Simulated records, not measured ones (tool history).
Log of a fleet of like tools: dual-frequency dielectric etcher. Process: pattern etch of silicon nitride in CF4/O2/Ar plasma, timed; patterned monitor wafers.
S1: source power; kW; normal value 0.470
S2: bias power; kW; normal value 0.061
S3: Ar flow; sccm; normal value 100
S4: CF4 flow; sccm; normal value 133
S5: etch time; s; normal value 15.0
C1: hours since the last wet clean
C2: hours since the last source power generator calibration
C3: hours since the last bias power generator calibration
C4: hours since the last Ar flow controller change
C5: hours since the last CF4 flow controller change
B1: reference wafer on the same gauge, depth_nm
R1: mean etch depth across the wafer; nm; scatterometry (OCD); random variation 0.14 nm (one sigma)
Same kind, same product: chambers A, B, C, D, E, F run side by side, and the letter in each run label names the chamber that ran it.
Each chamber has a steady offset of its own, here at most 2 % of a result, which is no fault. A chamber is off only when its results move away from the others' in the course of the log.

run     day     S1     S2   S3   S4    S5     C1      C2      C3      C4      C5      B1      R1
 1E   0.208  0.470  0.061  100  133  15.0  423.3  1903.9   293.1   155.3  4541.6  27.713  29.735
      0.304  -- chamber F: wet clean of the chamber
 2C   0.667  0.470  0.061  100  133  15.0   98.7  2261.7   371.6  2086.3   758.1  27.668  30.456
 3D   0.896  0.470  0.061  100  133  15.0  273.9   739.0  2085.4  1100.7  3105.2  27.697  29.552
 4F   1.308  0.470  0.061  100  133  15.0   24.2  2132.7   746.9  2534.7  3504.8  27.706  29.841
 5A   1.717  0.470  0.061  100  133  15.0  271.0  1256.0  1590.5  1069.4  1432.7  27.697  29.751
 6B   2.150  0.470  0.061  100  133  15.0  422.7  1476.4  1037.5   761.8   307.8  27.701  29.755
      2.421  -- chamber D: CF4 flow controller replaced
 7F   2.596  0.470  0.061  100  133  15.0   55.1  2163.6   777.8  2565.6  3535.7  27.717  29.906
 8B   2.967  0.470  0.055  100  133  15.0  442.3  1496.0  1057.1   781.4   327.4  27.721  29.071
 9D   3.262  0.470  0.055  100  133  15.0  330.7   795.8  2142.2  1157.5    20.2  27.698  28.618
10C   3.696  0.470  0.055  100  133  15.0  171.4  2334.4   444.3  2159.0   830.8  27.698  29.028
11E   4.083  0.470  0.055  100  133  15.0  516.3  1996.9   386.1   248.3  4634.6  27.713  28.690
12A   4.521  0.470  0.055  100  133  15.0  338.3  1323.3  1657.8  1136.7  1500.0  27.708  28.500
      4.721  -- chamber E: wet clean of the chamber
13E   4.912  0.470  0.055  100  133  15.0    4.7  2016.8   406.0   268.2  4654.5  27.677  28.749
14A   5.321  0.470  0.061  100  133  15.0  357.5  1342.5  1677.0  1155.9  1519.2  27.672  29.773
15B   5.679  0.470  0.061  100  133  15.0  507.4  1561.1  1122.2   846.5   392.5  27.710  29.813
16C   6.121  0.470  0.061  100  133  15.0  229.6  2392.6   502.5  2217.2   889.0  27.712  30.369
17F   6.508  0.470  0.061  100  133  15.0  149.0  2257.5   871.7  2659.5  3629.6  27.698  29.521
      6.642  -- chamber B: wet clean of the chamber
18D   6.921  0.470  0.061  100  133  15.0  418.5   883.6  2230.0  1245.3   108.0  27.718  29.649
19D   7.225  0.470  0.061  100  133  15.0  425.8   890.9  2237.3  1252.6   115.3  27.713  29.547
20F   7.604  0.470  0.061  100  133  15.0  175.3  2283.8   898.0  2685.8  3655.9  27.698  29.498
21B   7.912  0.470  0.061  100  133  15.0   30.6  1614.7  1175.8   900.1   446.1  27.693  29.904
22E   8.304  0.470  0.061  100  133  15.0   86.1  2098.2   487.4   349.6  4735.9  27.694  29.839
23A   8.604  0.470  0.061  100  133  15.0  436.3  1421.3  1755.8  1234.7  1598.0  27.694  29.742
24C   8.808  0.470  0.061  100  133  15.0  294.1  2457.1   567.0  2281.7   953.5  27.716  30.288
25C   9.021  0.470  0.061  100  133  15.0  299.2  2462.2   572.1  2286.8   958.6  27.692  30.292
26A   9.329  0.470  0.061  100  133  15.0  453.7  1438.7  1773.2  1252.1  1615.4  27.693  29.765
27E   9.633  0.470  0.061  100  161  10.5  118.0  2130.1   519.3   381.5  4767.8  27.671  21.191
28F   9.988  0.470  0.061  100  161  10.5  232.5  2341.0   955.2  2743.0  3713.1  27.702  20.717
29D  10.333  0.470  0.061  100  161  10.5  500.4   965.5  2311.9  1327.2   189.9  27.732  20.926
30B  10.675  0.470  0.061  100  161  10.5   96.9  1681.0  1242.1   966.4   512.4  27.706  21.276
31D  11.083  0.470  0.061  100  161  10.5  518.4   983.5  2329.9  1345.2   207.9  27.666  20.924
32F  11.304  0.470  0.061  100  161  10.5  264.1  2372.6   986.8  2774.6  3744.7  27.660  20.870
33C  11.546  0.470  0.061  100  133  15.0  359.8  2522.8   632.7  2347.4  1019.2  27.710  30.178
34E  11.771  0.470  0.061  100  133  15.0  169.3  2181.4   570.6   432.8  4819.1  27.694  29.643
     11.996  -- chamber E: source power generator calibrated
35B  12.129  0.470  0.061  100  133  15.0  131.8  1715.9  1277.0  1001.3   547.3  27.666  29.829
36A  12.412  0.470  0.061  100  133  15.0  527.7  1512.7  1847.2  1326.1  1689.4  27.706  29.538
37E  12.821  0.470  0.061  100  133  15.0  194.5    19.8   595.8   458.0  4844.3  27.719  29.814
38D  13.221  0.470  0.061  100  133  15.0  569.7  1034.8  2381.2  1396.5   259.2  27.716  29.546
39A  13.608  0.470  0.061  100  133  15.0  556.4  1541.4  1875.9  1354.8  1718.1  27.705  29.687

Predict what each chamber gives when all 6 of them run the settings below next.
40A  13.942  0.470  0.061  100  133  15.0                           ?
40B  13.942  0.470  0.061  100  133  15.0                           ?
40C  13.942  0.470  0.061  100  133  15.0                           ?
40D  13.942  0.470  0.061  100  133  15.0                           ?
40E  13.942  0.470  0.061  100  133  15.0                           ?
40F  13.942  0.470  0.061  100  133  15.0                           ?

run      R1
40A  29.759
40B  29.807
40C  30.212
40D  29.657
40E  29.705
40F  28.688
